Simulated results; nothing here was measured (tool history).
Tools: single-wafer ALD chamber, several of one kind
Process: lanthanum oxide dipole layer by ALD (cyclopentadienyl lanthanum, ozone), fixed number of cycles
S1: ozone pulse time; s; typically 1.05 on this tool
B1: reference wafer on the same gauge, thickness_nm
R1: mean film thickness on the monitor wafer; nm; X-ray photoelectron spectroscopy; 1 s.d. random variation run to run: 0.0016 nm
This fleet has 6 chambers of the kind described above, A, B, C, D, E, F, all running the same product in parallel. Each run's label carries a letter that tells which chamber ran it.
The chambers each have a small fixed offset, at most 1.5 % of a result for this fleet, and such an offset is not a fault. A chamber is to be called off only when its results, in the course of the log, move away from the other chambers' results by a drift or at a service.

run   hour    S1       B1       R1
 1A   13.3  1.05  0.42221  0.50816
      16.8  -- chamber A: ozone generator serviced
 2C   27.6  1.05  0.42166  0.50692
 3B   41.6  1.05  0.42250  0.50431
 4F   50.8  1.05  0.42176  0.51305
 5D   65.4  1.05  0.42201  0.50834
 6E   72.8  1.20  0.42150  0.52383
 7C   81.2  1.20  0.42187  0.52198
 8E   91.6  1.20  0.42223  0.52306
 9B  104.5  1.20  0.42215  0.52292
10A  118.1  1.20  0.42218  0.53049
     130.9  -- chamber E: thermocouple changed; heater temperature recalibrated
11D  132.1  1.20  0.42182  0.52462
12F  147.3  1.05  0.42223  0.51692
13F  161.3  1.05  0.42194  0.51682
14C  170.6  1.05  0.42227  0.50514
     178.4  -- chamber E: ozone generator serviced
15E  180.9  1.05  0.42246  0.50511
     189.1  -- chamber F: thermocouple changed; heater temperature recalibrated
16A  189.6  1.05  0.42163  0.50903
17B  201.0  0.90  0.42230  0.47906
18D  210.0  0.90  0.42199  0.47935
19D  219.1  0.90  0.42184  0.47956
20B  234.2  0.90  0.42189  0.47935
21A  245.8  0.90  0.42194  0.48348
22F  260.8  0.90  0.42202  0.48761
23E  276.3  0.92  0.42181  0.48613
24C  288.5  0.92  0.42185  0.48415
25F  300.4  0.92  0.42193  0.49290
     303.8  -- chamber C: thermocouple changed; heater temperature recalibrated
26A  311.6  0.92  0.42191  0.48804
     316.0  -- chamber B: ozone generator serviced
27C  325.0  0.92  0.42182  0.48588
28D  332.5  0.92  0.42177  0.48350
29E  347.0  1.05  0.42201  0.50583
30B  359.8  1.05  0.42214  0.50316
31C  367.7  1.25  0.42211  0.52814
32E  381.7  1.25  0.42190  0.52862
33B  397.1  1.25  0.42206  0.52855
34F  407.7  1.25  0.42196  0.53965
35A  417.3  1.25  0.42201  0.53271
36D  425.7  1.25  0.42197  0.52970
37C  439.3  1.05  0.42202  0.50543
38A  452.9  1.05  0.42194  0.50902
39D  460.7  1.05  0.42209  0.50325
40B  470.3  1.33  0.42217  0.53567
41F  485.5  1.33  0.42207  0.54540
42E  492.8  1.33  0.42203  0.53683
43D  503.5  1.33  0.42237  0.53526
44A  518.1  1.33  0.42164  0.53863

What goes on in this fleet: one chamber off, a drifting gauge, or nothing beyond the chambers' own small offsets? Name the chamber and the cause, if any.

All chambers stay in line apart from their small fixed offsets, and the gauge does not drift.
